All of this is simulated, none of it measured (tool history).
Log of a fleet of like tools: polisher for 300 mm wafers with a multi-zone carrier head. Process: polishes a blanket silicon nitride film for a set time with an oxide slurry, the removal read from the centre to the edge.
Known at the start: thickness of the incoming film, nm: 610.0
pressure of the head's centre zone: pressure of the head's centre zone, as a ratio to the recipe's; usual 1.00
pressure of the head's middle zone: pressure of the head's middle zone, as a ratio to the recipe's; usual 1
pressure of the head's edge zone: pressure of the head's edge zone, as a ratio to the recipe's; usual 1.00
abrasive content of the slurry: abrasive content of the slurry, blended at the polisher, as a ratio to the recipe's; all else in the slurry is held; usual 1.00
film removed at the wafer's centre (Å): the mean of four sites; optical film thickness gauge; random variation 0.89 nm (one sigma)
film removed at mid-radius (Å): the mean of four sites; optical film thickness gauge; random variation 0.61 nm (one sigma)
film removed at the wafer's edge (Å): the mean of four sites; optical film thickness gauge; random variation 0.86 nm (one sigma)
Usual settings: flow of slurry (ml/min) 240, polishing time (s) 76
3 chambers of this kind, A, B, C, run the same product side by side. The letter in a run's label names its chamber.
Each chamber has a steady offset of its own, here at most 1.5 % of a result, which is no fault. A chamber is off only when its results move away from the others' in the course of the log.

run   hour  flow of slurry (ml/min)  pressure of the head's centre zone  pressure of the head's middle zone  pressure of the head's edge zone  abrasive content of the slurry  polishing time (s)  wafers polished on this pad  hours since the slurry nozzle was cleaned  hours since the centre zone pressure was calibrated  hours since the edge zone pressure was calibrated  film removed at the wafer's centre (Å)  film removed at mid-radius (Å)  film removed at the wafer's edge (Å)
 1A   11.2                      240                                1.00                                   1                              1.00                            1.00                  76                          666                                      181.3                                                528.3                                              177.5                                  747.23                          726.10                                750.81
      15.3  -- chamber C: slurry nozzle cleaned
 2C   24.0                      240                                1.00                                   1                              1.00                            1.00                  76                          258                                        8.8                                                 95.8                                             1230.3                                  725.99                          743.32                                758.61
      26.1  -- chamber B: edge zone pressure recalibrated
 3B   31.4                      240                                1.00                                   1                              1.00                            1.00                  76                          677                                      209.7                                                332.8                                                5.3                                  741.23                          750.43                                742.34
 4B   40.6                      240                                1.00                                   1                              1.00                            1.00                  76                          775                                      218.9                                                342.0                                               14.5                                  739.64                          741.59                                743.48
 5A   47.3                      240                                1.00                                   1                              1.00                            1.00                  76                         1053                                      217.4                                                564.4                                              213.6                                  740.39                          733.88                                749.67
 6C   53.5                      240                                1.00                                   1                              1.00                            1.00                  76                          575                                       38.3                                                125.3                                             1259.8                                  736.92                          737.63                                750.34
      56.2  -- chamber A: worn pad replaced by a new one
 7B   61.0                      240                                1.00                                   1                              1.00                            1.00                  76                          994                                      239.3                                                362.4                                               34.9                                  741.58                          755.29                                741.96
 8C   72.2                      240                                1.00                                   1                              1.00                            1.00                  76                          775                                       57.0                                                144.0                                             1278.5                                  714.88                          736.12                                750.88
 9A   81.2                      240                                1.00                                   1                              1.00                            1.00                  76                          268                                      251.3                                                598.3                                              247.5                                  747.40                          739.30                                740.64
10A   93.7                      240                                0.92                                   1                              1.00                            0.75                  76                          401                                      263.8                                                610.8                                              260.0                                  596.77                          638.82                                641.48
11B  102.1                      240                                0.92                                   1                              1.00                            0.75                  76                         1434                                      280.4                                                403.5                                               76.0                                  589.92                          648.22                                640.55
     104.4  -- chamber C: worn pad replaced by a new one
     110.7  -- chamber B: centre zone pressure recalibrated
12C  112.6                      240                                0.92                                   1                              1.00                            0.75                  76                           88                                       97.4                                                184.4                                             1318.9                                  579.35                          647.18                                654.45
13A  120.1                      240                                1.00                                   1                              1.00                            1.00                  76                          684                                      290.2                                                637.2                                              286.4                                  751.23                          733.25                                723.54
14C  130.9                      240                                1.00                                   1                              1.00                            1.00                  76                          284                                      115.7                                                202.7                                             1337.2                                  731.58                          749.92                                744.24
     138.0  -- chamber A: centre zone pressure recalibrated
15B  139.4                      240                                1.00                                   1                              1.00                            1.00                  76                         1834                                      317.7                                                 28.7                                              113.3                                  743.38                          751.53                                727.85
16C  148.9                      240                                1.00                                   1                              1.00                            1.00                  76                          477                                      133.7                                                220.7                                             1355.2                                  726.23                          749.50                                757.11
17A  155.2                      240                                1.00                                   1                              1.00                            1.00                  76                         1060                                      325.3                                                 17.2                                              321.5                                  747.08                          738.76                                750.96
     157.6  -- chamber A: worn pad replaced by a new one
18B  167.6                      240                                1.00                                   1                              1.00                            1.00                  76                         2136                                      345.9                                                 56.9                                              141.5                                  734.26                          744.53                                728.39
     170.8  -- chamber A: slurry nozzle cleaned
19A  180.1                      240                                1.00                                   1                              1.00                            1.00                  76                          241                                        9.4                                                 42.1                                              346.4                                  751.81                          727.42                                745.89
20C  187.5                      240                                1.00                                   1                              1.00                            1.00                  76                          890                                      172.3                                                259.3                                             1393.8                                  742.63                          738.10                                761.45
21B  193.2                      240                                1.00                                   1                              1.00                            1.00                  61                         2410                                      371.5                                                 82.5                                              167.1                                  571.02                          582.03                                579.11
     194.1  -- chamber C: worn pad replaced by a new one
22A  201.2                      240                                1.00                                   1                              1.00                            1.00                  61                          467                                       30.5                                                 63.2                                              367.5                                  601.67                          597.62                                595.69
23B  213.5                      240                                1.00                                   1                              1.00                            1.00                  61                         2628                                      391.8                                                102.8                                              187.4                                  576.06                          579.75                                586.80
24C  226.5                      215                                1.09                                   1                              1.00                            1.00                  76                          347                                      211.3                                                298.3                                             1432.8                                  776.52                          733.14                                745.51
25B  233.9                      215                                1.09                                   1                              1.00                            1.00                  76                         2846                                      412.2                                                123.2                                              207.8                                  758.46                          702.73                                720.31
     236.8  -- chamber B: slurry nozzle cleaned
26C  244.9                      215                                1.09                                   1                              1.00                            1.00                  76                          545                                      229.7                                                316.7                                             1451.2                                  790.41                          730.63                                754.82
     248.8  -- chamber A: worn pad replaced by a new one
27A  251.5                      240                                1.00                                   1                              1.00                            1.00                  76                           29                                       80.8                                                113.5                                              417.8                                  733.21                          737.63                                744.06
28B  259.2                      240                                1.00                                   1                              1.00                            1.00                  76                         3117                                       22.5                                                148.5                                              233.1                                  703.89                          717.59                                713.84
29A  269.4                      240                                1.00                                   1                              1.00                            1.00                  76                          221                                       98.7                                                131.4                                              435.7                                  743.72                          729.11                                731.32
30C  278.7                      240                                1.00                                   1                              1.00                            1.00                  76                          907                                      263.5                                                350.5                                             1485.0                                  730.52                          739.44                                746.18
31A  287.0                      240                                1.00                                   1                              1.00                            1.00                  76                          409                                      116.3                                                149.0                                              453.3                                  759.54                          735.25                                747.57
     292.5  -- chamber C: worn pad replaced by a new one
32B  298.2                      240                                1.00                                   1                              1.05                            1.00                  76                         3535                                       61.5                                                187.5                                              272.1                                  693.76                          699.57                                702.20
     304.1  -- chamber C: edge zone pressure recalibrated
33C  304.8                      240                                1.00                                   1                              1.05                            1.00                  76                          132                                      289.6                                                376.6                                                0.8                                  716.46                          732.84                                759.45
34C  315.3                      240                                1.00                                   1                              1.05                            1.00                  76                          244                                      300.1                                                387.1                                               11.3                                  738.32                          742.00                                760.54
35B  323.5                      240                                1.00                                   1                              1.00                            1.00                  76                         3806                                       86.8                                                212.8                                              297.4                                  690.37                          698.93                                686.21
36A  334.6                      240                                1.00                                   1                              1.00                            1.00                  76                          919                                      163.9                                                196.6                                              500.9                                  743.68                          737.21                                748.38

What goes on in this fleet: one chamber off, a drifting gauge, or nothing beyond the chambers' own small offsets? Name the chamber and the cause, if any.

Chamber B drifts away from the others.
Cause: removal rate lost through wear of the pad, % = 8.1.

Here are 4 candidates for chamber B's next run, each the usual settings with a change, their results left as question marks. Which one brings its results back in line with what the others give on the usual settings?
In line means no further than this from the other chambers' mean on the usual settings: film removed at the wafer's centre (Å) 31.00; film removed at mid-radius (Å) 21.00; film removed at the wafer's edge (Å) 30.00
37B-1  343.9                      240                                1.00                                1.00                              1.00                            1.00                  77                                                                                                                                                                                                                       ?                               ?                                     ?
37B-2  343.9                      240                                1.00                                1.01                              0.99                            1.00                  70                                                                                                                                                                                                                       ?                               ?                                     ?
37B-3  343.9                      240                                1.00                                1.00                              1.00                            1.00                  75                                                                                                                                                                                                                       ?                               ?                                     ?
37B-4  343.9                      240                                1.00                                0.99                              1.01                            1.00                  82                                                                                                                                                                                                                       ?                               ?                                     ?

The other chambers' mean on the usual settings: film removed at the wafer's centre (Å) 737.14; film removed at mid-radius (Å) 738.24; film removed at the wafer's edge (Å) 745.23
  run  film removed at the wafer's centre (Å)  film removed at mid-radius (Å)  film removed at the wafer's edge (Å)
37B-1                                  683.31                          696.62                                694.96
37B-2                                  621.24                          639.12                                628.42
37B-3                                  665.57                          678.53                                676.91
37B-4                                  727.63                          735.02                                744.02
37B-4 brings the chamber back in line.

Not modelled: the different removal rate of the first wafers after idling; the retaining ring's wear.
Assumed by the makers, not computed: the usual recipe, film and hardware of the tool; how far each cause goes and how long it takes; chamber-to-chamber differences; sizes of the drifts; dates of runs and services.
